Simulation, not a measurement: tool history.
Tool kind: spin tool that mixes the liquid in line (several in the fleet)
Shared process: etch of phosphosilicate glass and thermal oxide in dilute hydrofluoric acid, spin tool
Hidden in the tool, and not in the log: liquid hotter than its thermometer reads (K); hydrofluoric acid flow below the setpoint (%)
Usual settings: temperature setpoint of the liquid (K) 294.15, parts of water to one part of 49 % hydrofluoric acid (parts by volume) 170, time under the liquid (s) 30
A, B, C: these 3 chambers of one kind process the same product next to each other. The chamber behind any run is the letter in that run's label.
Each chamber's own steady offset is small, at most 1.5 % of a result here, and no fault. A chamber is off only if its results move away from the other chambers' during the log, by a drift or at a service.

run   hour  temperature setpoint of the liquid (K)  parts of water to one part of 49 % hydrofluoric acid (parts by volume)  time under the liquid (s)  hours since the thermometer was replaced  hours since the hydrofluoric acid flow meter was replaced  read-back film thickness of the phosphosilicate glass reference wafer, read on the same gauge (nm)  read-back film thickness of the thermal oxide reference wafer, read on the same gauge (nm)  thickness taken off the phosphosilicate glass on a monitor wafer (angstrom)  thickness taken off the thermal oxide on a monitor wafer (angstrom)
 1B    6.6                                  294.15                                                                     170                         30                                     322.9                                                      142.4                                                                                              140.00                                                                                      130.01                                                                       290.57                                                               7.0785
 2C   11.5                                  294.15                                                                     170                         30                                     501.7                                                     1148.0                                                                                              140.00                                                                                      129.98                                                                       290.00                                                               6.8292
      17.1  -- chamber C: thermometer replaced
 3A   19.7                                  294.15                                                                     170                         30                                    1648.3                                                     1876.9                                                                                              140.00                                                                                      130.07                                                                       288.99                                                               6.4547
 4B   24.9                                  294.15                                                                     170                         30                                     341.2                                                      160.7                                                                                              139.99                                                                                      129.96                                                                       290.23                                                               6.7806
 5C   30.3                                  294.15                                                                     170                         45                                      13.2                                                     1166.8                                                                                              139.99                                                                                      130.05                                                                       432.61                                                               9.4263
 6A   38.6                                  294.15                                                                     170                         45                                    1667.2                                                     1895.8                                                                                              140.02                                                                                      129.99                                                                       433.82                                                              10.5720
 7C   45.8                                  294.15                                                                     170                         45                                      28.7                                                     1182.3                                                                                              139.99                                                                                      129.98                                                                       434.93                                                               9.4913
 8B   51.5                                  291.65                                                                     170                         20                                     367.8                                                      187.3                                                                                              140.01                                                                                      130.01                                                                       176.21                                                               3.7941
 9A   56.1                                  291.65                                                                     170                         20                                    1684.7                                                     1913.3                                                                                              139.99                                                                                      129.98                                                                       173.94                                                               4.0701
10C   63.1                                  291.65                                                                     170                         20                                      46.0                                                     1199.6                                                                                              140.01                                                                                      129.99                                                                       174.65                                                               3.9750
11A   70.4                                  294.15                                                                     170                         30                                    1699.0                                                     1927.6                                                                                              140.00                                                                                      129.99                                                                       288.81                                                               6.9193
12B   76.5                                  297.15                                                                     215                         30                                     392.8                                                      212.3                                                                                              140.01                                                                                      129.97                                                                       245.39                                                               5.4709
13C   85.1                                  297.15                                                                     215                         30                                      68.0                                                     1221.6                                                                                              140.01                                                                                      130.06                                                                       244.57                                                               5.9984
14A   89.1                                  297.15                                                                     215                         30                                    1717.7                                                     1946.3                                                                                              140.03                                                                                      130.01                                                                       243.19                                                               5.4171
15B   95.6                                  294.15                                                                     170                         30                                     411.9                                                      231.4                                                                                              139.99                                                                                      129.96                                                                       290.66                                                               7.0756
16B   99.8                                  294.15                                                                     170                         30                                     416.1                                                      235.6                                                                                              139.98                                                                                      129.97                                                                       290.78                                                               6.5113
17C  104.7                                  294.15                                                                     170                         30                                      87.6                                                     1241.2                                                                                              140.00                                                                                      129.99                                                                       288.74                                                               6.7702
18A  110.8                                  294.15                                                                     170                         30                                    1739.4                                                     1968.0                                                                                              140.00                                                                                      129.97                                                                       289.57                                                               6.7496
19C  115.2                                  294.15                                                                     170                         30                                      98.1                                                     1251.7                                                                                              140.00                                                                                      129.98                                                                       287.33                                                               6.7781
20A  122.2                                  294.15                                                                     170                         30                                    1750.8                                                     1979.4                                                                                              140.01                                                                                      129.96                                                                       288.99                                                               7.0511
21B  126.1                                  294.15                                                                     170                         30                                     442.4                                                      261.9                                                                                              140.01                                                                                      130.02                                                                       291.04                                                               6.9043
22C  133.0                                  294.15                                                                     170                         30                                     115.9                                                     1269.5                                                                                              140.01                                                                                      129.96                                                                       288.18                                                               6.4842
23A  139.6                                  296.15                                                                     170                         30                                    1768.2                                                     1996.8                                                                                              140.00                                                                                      130.01                                                                       313.76                                                               6.9466
24B  145.4                                  296.15                                                                     170                         30                                     461.7                                                      281.2                                                                                              140.00                                                                                      129.98                                                                       313.59                                                               7.6206
25A  149.8                                  296.15                                                                     170                         30                                    1778.4                                                     2007.0                                                                                              140.01                                                                                      129.99                                                                       313.45                                                               7.6438
26B  158.6                                  294.15                                                                     170                         30                                     474.9                                                      294.4                                                                                              139.99                                                                                      130.04                                                                       292.28                                                               6.4770
27C  166.2                                  294.15                                                                     170                         30                                     149.1                                                     1302.7                                                                                              140.00                                                                                      129.99                                                                       290.11                                                               6.7514
28A  174.6                                  294.15                                                                     170                         30                                    1803.2                                                     2031.8                                                                                              140.01                                                                                      129.97                                                                       290.10                                                               6.8465
29B  179.5                                  294.15                                                                     170                         30                                     495.8                                                      315.3                                                                                              139.98                                                                                      130.06                                                                       291.52                                                               6.8160
30C  187.9                                  294.15                                                                     170                         30                                     170.8                                                     1324.4                                                                                              140.02                                                                                      129.97                                                                       289.99                                                               7.0703
31A  195.5                                  294.15                                                                     170                         30                                    1824.1                                                     2052.7                                                                                              139.99                                                                                      130.03                                                                       288.43                                                               7.0039

Does one chamber stand apart from the rest, does the shared gauge drift, or is all well apart from small per-chamber offsets? Give the chamber and the most likely cause, where there is one.

No chamber is off and the gauge is stable; the differences are just each chamber's small, constant offset.

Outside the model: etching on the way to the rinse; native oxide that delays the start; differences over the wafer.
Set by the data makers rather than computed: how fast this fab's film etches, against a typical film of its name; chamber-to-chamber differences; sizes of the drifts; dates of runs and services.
